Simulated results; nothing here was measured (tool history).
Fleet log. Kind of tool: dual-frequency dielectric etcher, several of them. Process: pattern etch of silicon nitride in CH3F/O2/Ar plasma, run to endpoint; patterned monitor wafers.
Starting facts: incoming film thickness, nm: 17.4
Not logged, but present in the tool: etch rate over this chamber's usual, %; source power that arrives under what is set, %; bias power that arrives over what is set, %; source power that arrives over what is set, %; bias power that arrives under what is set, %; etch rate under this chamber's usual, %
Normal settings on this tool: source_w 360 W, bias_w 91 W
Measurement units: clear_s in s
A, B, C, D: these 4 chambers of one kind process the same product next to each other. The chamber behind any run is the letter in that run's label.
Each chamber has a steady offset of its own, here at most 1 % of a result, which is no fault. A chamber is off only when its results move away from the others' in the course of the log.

run   hour  source_w  bias_w  hours since the last wet clean  hours since the last source power generator calibration  hours since the last bias power generator calibration  clear_s
 1D    6.8       360      91                            33.6                                                    529.3                                                 1704.5   24.093
      13.3  -- chamber A: wet clean of the chamber
 2A   15.0       360      91                             1.7                                                   2307.1                                                 2173.0   23.975
 3B   24.7       360      91                           129.0                                                    921.6                                                  444.7   24.238
 4C   31.8       360      91                           219.6                                                    661.8                                                 1416.3   24.097
 5D   36.3       360      91                            63.1                                                    558.8                                                 1734.0   24.090
 6A   40.7       360      91                            27.4                                                   2332.8                                                 2198.7   24.153
 7C   47.2       360      91                           235.0                                                    677.2                                                 1431.7   23.677
 8B   53.7       360      91                           158.0                                                    950.6                                                  473.7   24.143
 9A   61.6       360      91                            48.3                                                   2353.7                                                 2219.6   24.024
10D   68.9       320     113                            95.7                                                    591.4                                                 1766.6   22.973
11B   74.2       320     113                           178.5                                                    971.1                                                  494.2   23.357
12C   80.6       320     113                           268.4                                                    710.6                                                 1465.1   23.187
13A   90.0       320     113                            76.7                                                   2382.1                                                 2248.0   23.096
14D   95.3       360      91                           122.1                                                    617.8                                                 1793.0   23.922
15B  105.0       360      91                           209.3                                                   1001.9                                                  525.0   24.129
16C  114.7       360     105                           302.5                                                    744.7                                                 1499.2   22.962
17B  119.8       360     105                           224.1                                                   1016.7                                                  539.8   22.878
18D  129.3       360     105                           156.1                                                    651.8                                                 1827.0   22.633
19C  135.3       360     105                           323.1                                                    765.3                                                 1519.8   23.331
20A  140.3       360      91                           127.0                                                   2432.4                                                 2298.3   24.165
21D  146.0       360     110                           172.8                                                    668.5                                                 1843.7   22.414
22B  150.4       360     110                           254.7                                                   1047.3                                                  570.4   22.575
23A  159.3       360     110                           146.0                                                   2451.4                                                 2317.3   22.339
24C  164.7       360     110                           352.5                                                    794.7                                                 1549.2   23.068
25D  172.1       360      91                           198.9                                                    694.6                                                 1869.8   24.071
26C  180.7       360      91                           368.5                                                    810.7                                                 1565.2   24.650
27B  189.8       360      91                           294.1                                                   1086.7                                                  609.8   24.298
     195.8  -- chamber D: bias power generator calibrated
28A  198.4       360      91                           185.1                                                   2490.5                                                 2356.4   24.246
29B  206.3       360      91                           310.6                                                   1103.2                                                  626.3   24.142
30C  214.1       360      91                           401.9                                                    844.1                                                 1598.6   24.772
31A  220.4       360      91                           207.1                                                   2512.5                                                 2378.4   24.242
32D  227.5       360      91                           254.3                                                    750.0                                                   31.8   24.304
33A  235.8       360      91                           222.5                                                   2527.9                                                 2393.8   24.351

Is one chamber off against the others, does the gauge drift, or is nothing wrong? If a chamber is off, say which, and what the likeliest cause is.

Little by little, chamber C moves away from the other chambers.
Most likely cause: etch rate under this chamber's usual, % = 4.99.

Here are 4 candidates for chamber C's next run, each the usual settings with a change, their results left as question marks. Which one brings its results back in line with what the others give on the usual settings?
Maximum distance from the other chambers' mean on the usual settings for a result to count as in line: clear_s 0.450 s
34C-1  242.8       400      91                                                                                                                                                        ?
34C-2  242.8       350      91                                                                                                                                                        ?
34C-3  242.8       340      86                                                                                                                                                        ?
34C-4  242.8       360      92                                                                                                                                                        ?

Average result of the remaining chambers running the usual settings: clear_s 24.107 s
  run  clear_s
34C-1   24.163
34C-2   25.398
34C-3   26.210
34C-4   25.032
It is 34C-1 that realigns the chamber with its peers.

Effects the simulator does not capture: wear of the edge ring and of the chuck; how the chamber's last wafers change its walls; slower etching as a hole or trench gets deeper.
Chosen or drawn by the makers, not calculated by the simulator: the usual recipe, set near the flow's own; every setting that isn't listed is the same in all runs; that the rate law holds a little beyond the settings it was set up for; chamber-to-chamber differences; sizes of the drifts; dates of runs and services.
